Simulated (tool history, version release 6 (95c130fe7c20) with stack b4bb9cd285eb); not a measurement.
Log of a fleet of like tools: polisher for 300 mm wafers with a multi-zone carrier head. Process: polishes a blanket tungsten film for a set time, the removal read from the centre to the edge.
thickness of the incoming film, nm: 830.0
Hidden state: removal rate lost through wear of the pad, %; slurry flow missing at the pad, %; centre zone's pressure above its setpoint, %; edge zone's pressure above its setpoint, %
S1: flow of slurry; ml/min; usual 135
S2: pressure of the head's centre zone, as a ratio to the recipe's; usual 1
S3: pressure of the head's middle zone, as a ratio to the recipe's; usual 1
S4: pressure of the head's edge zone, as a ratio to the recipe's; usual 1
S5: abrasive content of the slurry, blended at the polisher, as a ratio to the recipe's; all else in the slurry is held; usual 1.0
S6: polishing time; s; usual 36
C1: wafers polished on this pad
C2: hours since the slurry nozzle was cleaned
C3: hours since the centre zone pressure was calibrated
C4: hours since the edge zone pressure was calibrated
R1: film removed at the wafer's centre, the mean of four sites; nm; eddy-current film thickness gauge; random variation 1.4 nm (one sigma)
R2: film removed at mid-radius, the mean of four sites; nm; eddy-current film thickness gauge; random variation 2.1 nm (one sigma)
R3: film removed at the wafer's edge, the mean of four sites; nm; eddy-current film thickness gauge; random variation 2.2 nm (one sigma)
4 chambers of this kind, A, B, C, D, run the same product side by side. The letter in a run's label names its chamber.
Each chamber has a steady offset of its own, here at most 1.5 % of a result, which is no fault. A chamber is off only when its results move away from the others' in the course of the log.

| run | hour | S1 | S2 | S3 | S4 | S5 | S6 | C1 | C2 | C3 | C4 | R1 | R2 | R3 |
|---|---|---|---|---|---|---|---|---|---|---|---|---|---|---|
| 1D | 10.1 | 135 | 1 | 1 | 1 | 1.0 | 36 | 840 | 490.6 | 415.6 | 280.2 | 192.53 | 185.92 | 191.77 |
| 2C | 17.4 | 135 | 1 | 1 | 1 | 1.0 | 36 | 857 | 19.3 | 944.6 | 820.1 | 192.12 | 190.73 | 188.78 |
|  | 18.0 | chamber A: edge zone pressure recalibrated |
|  | 19.5 | chamber B: worn pad replaced by a new one |
|  | 19.9 | chamber D: worn pad replaced by a new one |
| 3A | 27.6 | 135 | 1 | 1 | 1 | 1.0 | 36 | 874 | 388.4 | 672.6 | 9.6 | 190.57 | 188.64 | 192.71 |
|  | 29.8 | chamber A: worn pad replaced by a new one |
| 4B | 35.1 | 135 | 1 | 1 | 1 | 1.0 | 36 | 118 | 474.9 | 1347.5 | 441.7 | 186.06 | 186.23 | 188.84 |
|  | 45.7 | chamber C: worn pad replaced by a new one |
| 5A | 46.6 | 135 | 1 | 1 | 1 | 1.0 | 36 | 128 | 407.4 | 691.6 | 28.6 | 190.32 | 187.75 | 188.69 |
|  | 47.8 | chamber B: centre zone pressure recalibrated |
| 6B | 56.2 | 135 | 1 | 1 | 1 | 1.0 | 36 | 279 | 496.0 | 8.5 | 462.8 | 186.18 | 185.97 | 189.50 |
| 7C | 62.2 | 135 | 1 | 1 | 1 | 1.0 | 36 | 125 | 64.1 | 989.4 | 864.9 | 188.40 | 188.14 | 188.24 |
|  | 66.9 | chamber D: slurry nozzle cleaned |
| 8D | 71.0 | 135 | 1 | 1 | 1 | 1.0 | 36 | 388 | 4.1 | 476.5 | 341.1 | 190.80 | 187.92 | 189.18 |
| 9B | 81.3 | 135 | 1 | 1 | 1 | 1.3 | 36 | 470 | 521.1 | 33.6 | 487.9 | 198.36 | 199.85 | 202.62 |
|  | 86.7 | chamber B: worn pad replaced by a new one |
| 10C | 89.4 | 135 | 1 | 1 | 1 | 1.3 | 36 | 332 | 91.3 | 1016.6 | 892.1 | 199.75 | 200.47 | 199.59 |
| 11D | 96.5 | 135 | 1 | 1 | 1 | 1.3 | 36 | 582 | 29.6 | 502.0 | 366.6 | 205.67 | 197.57 | 205.70 |
| 12A | 106.0 | 135 | 1 | 1 | 1 | 1.3 | 36 | 580 | 466.8 | 751.0 | 88.0 | 200.83 | 199.59 | 201.05 |
| 13B | 114.1 | 135 | 1 | 1 | 1 | 1.0 | 36 | 208 | 553.9 | 66.4 | 520.7 | 186.36 | 185.40 | 189.68 |
| 14A | 120.1 | 135 | 1 | 1 | 1 | 1.0 | 36 | 687 | 480.9 | 765.1 | 102.1 | 191.48 | 185.94 | 188.91 |
| 15D | 131.6 | 135 | 1 | 1 | 1 | 1.0 | 36 | 850 | 64.7 | 537.1 | 401.7 | 192.62 | 186.99 | 187.24 |
| 16C | 136.9 | 135 | 1 | 1 | 1 | 1.0 | 36 | 693 | 138.8 | 1064.1 | 939.6 | 187.49 | 192.47 | 188.84 |
| 17D | 142.6 | 135 | 1 | 1 | 1 | 1.0 | 36 | 933 | 75.7 | 548.1 | 412.7 | 192.18 | 188.39 | 196.60 |
|  | 144.6 | chamber B: slurry nozzle cleaned |
|  | 148.6 | chamber B: worn pad replaced by a new one |
| 18C | 149.2 | 135 | 1 | 1 | 1 | 1.0 | 36 | 787 | 151.1 | 1076.4 | 951.9 | 190.59 | 190.47 | 187.32 |
|  | 150.2 | chamber D: worn pad replaced by a new one |
| 19A | 155.2 | 135 | 1 | 1 | 1 | 1.0 | 36 | 954 | 516.0 | 800.2 | 137.2 | 190.20 | 182.58 | 191.06 |
|  | 155.8 | chamber A: worn pad replaced by a new one |
| 20B | 164.4 | 135 | 1 | 1 | 1 | 1.0 | 36 | 120 | 19.8 | 116.7 | 571.0 | 185.64 | 188.81 | 192.09 |
| 21B | 175.4 | 135 | 1 | 1 | 1 | 1.0 | 36 | 204 | 30.8 | 127.7 | 582.0 | 188.32 | 187.00 | 191.30 |
|  | 175.9 | chamber C: worn pad replaced by a new one |
| 22C | 180.8 | 135 | 1 | 1 | 1 | 1.0 | 36 | 37 | 182.7 | 1108.0 | 983.5 | 188.12 | 187.40 | 188.87 |
| 23D | 187.7 | 135 | 1 | 1 | 1 | 1.0 | 36 | 285 | 120.8 | 593.2 | 457.8 | 192.43 | 186.44 | 191.97 |
| 24A | 196.7 | 135 | 1 | 1 | 1 | 1.0 | 36 | 311 | 557.5 | 841.7 | 178.7 | 188.90 | 189.83 | 192.21 |
| 25C | 203.6 | 135 | 1 | 1 | 1 | 1.0 | 36 | 211 | 205.5 | 1130.8 | 1006.3 | 188.91 | 188.72 | 189.40 |
| 26B | 214.1 | 135 | 1 | 1 | 1 | 1.0 | 36 | 498 | 69.5 | 166.4 | 620.7 | 189.49 | 190.30 | 187.26 |
| 27D | 220.9 | 135 | 1 | 1 | 1 | 1.0 | 36 | 538 | 154.0 | 626.4 | 491.0 | 193.05 | 187.56 | 194.52 |

What goes on in this fleet: one chamber off, a drifting gauge, or nothing beyond the chambers' own small offsets? Name the chamber and the cause, if any.

No chamber stands off beyond its own small offset, and the gauge holds steady.
